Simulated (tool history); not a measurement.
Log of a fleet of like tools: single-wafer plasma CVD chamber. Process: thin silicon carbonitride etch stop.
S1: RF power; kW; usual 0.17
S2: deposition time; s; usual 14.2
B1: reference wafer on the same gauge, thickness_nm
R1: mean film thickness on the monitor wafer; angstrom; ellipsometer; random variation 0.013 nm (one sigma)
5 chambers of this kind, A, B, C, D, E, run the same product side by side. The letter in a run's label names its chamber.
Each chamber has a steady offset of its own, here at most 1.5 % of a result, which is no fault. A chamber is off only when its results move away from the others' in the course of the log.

run 1E day=0.471 | S1=0.17 S2=14.2 | B1=7.7287 | R1=76.816
run 2B day=1.025 | S1=0.17 S2=14.2 | B1=7.7264 | R1=77.108
-- day=1.342 chamber C: RF generator calibrated
run 3D day=1.525 | S1=0.17 S2=14.2 | B1=7.7251 | R1=76.416
run 4A day=1.871 | S1=0.17 S2=14.2 | B1=7.7212 | R1=77.761
run 5C day=2.188 | S1=0.17 S2=14.2 | B1=7.722 | R1=76.634
run 6C day=2.554 | S1=0.17 S2=14.2 | B1=7.7222 | R1=76.651
run 7D day=3.067 | S1=0.17 S2=14.2 | B1=7.7217 | R1=76.53
run 8E day=3.446 | S1=0.17 S2=14.2 | B1=7.7191 | R1=76.649
run 9A day=3.817 | S1=0.17 S2=14.2 | B1=7.7211 | R1=77.772
run 10B day=4.342 | S1=0.17 S2=14.2 | B1=7.7167 | R1=76.863
run 11A day=5.021 | S1=0.17 S2=14.2 | B1=7.717 | R1=77.664
run 12D day=5.583 | S1=0.17 S2=14.2 | B1=7.7116 | R1=76.26
run 13E day=6.179 | S1=0.17 S2=14.2 | B1=7.7127 | R1=76.644
run 14B day=6.562 | S1=0.17 S2=14.2 | B1=7.7101 | R1=77.08
run 15C day=7.054 | S1=0.17 S2=14.2 | B1=7.7076 | R1=76.457
run 16B day=7.396 | S1=0.17 S2=14.2 | B1=7.7077 | R1=76.987
run 17C day=7.858 | S1=0.17 S2=14.2 | B1=7.7117 | R1=76.522
run 18D day=8.346 | S1=0.19 S2=14.2 | B1=7.7123 | R1=78.772
run 19A day=8.933 | S1=0.19 S2=14.2 | B1=7.7066 | R1=80.253
run 20E day=9.621 | S1=0.19 S2=14.2 | B1=7.7085 | R1=79.042
run 21A day=10.075 | S1=0.19 S2=14.2 | B1=7.7048 | R1=80.228
run 22C day=10.654 | S1=0.19 S2=14.2 | B1=7.7038 | R1=79.091
run 23B day=11.262 | S1=0.17 S2=14.2 | B1=7.6971 | R1=76.772
run 24D day=11.629 | S1=0.17 S2=14.2 | B1=7.7002 | R1=76.171
run 25E day=11.996 | S1=0.2 S2=16.9 | B1=7.6962 | R1=95.435
run 26A day=12.3 | S1=0.2 S2=16.9 | B1=7.6981 | R1=96.677
run 27C day=12.642 | S1=0.2 S2=16.9 | B1=7.6949 | R1=95.489
run 28E day=13.183 | S1=0.2 S2=16.9 | B1=7.6955 | R1=95.642
run 29D day=13.829 | S1=0.2 S2=16.9 | B1=7.6882 | R1=94.753
run 30B day=14.421 | S1=0.17 S2=14.2 | B1=7.6894 | R1=76.511
run 31C day=14.942 | S1=0.17 S2=14.2 | B1=7.6891 | R1=76.576
run 32D day=15.433 | S1=0.18 S2=13.3 | B1=7.6866 | R1=72.287
run 33E day=15.825 | S1=0.18 S2=13.3 | B1=7.6831 | R1=72.77
run 34B day=16.367 | S1=0.18 S2=13.3 | B1=7.683 | R1=73.168
run 35A day=17.054 | S1=0.18 S2=13.3 | B1=7.682 | R1=73.894
run 36C day=17.646 | S1=0.18 S2=13.3 | B1=7.6815 | R1=72.53
run 37D day=18.133 | S1=0.17 S2=14.2 | B1=7.683 | R1=75.915
run 38B day=18.571 | S1=0.17 S2=14.2 | B1=7.6811 | R1=76.491
run 39A day=19.25 | S1=0.17 S2=14.2 | B1=7.6772 | R1=77.214

Is one chamber off against the others, does the gauge drift, or is nothing wrong? If a chamber is off, say which, and what the likeliest cause is.

The gauge drifts, so all chambers seem to drift together. No chamber is off.
Cause: gauge reads low (%) = 0.703.
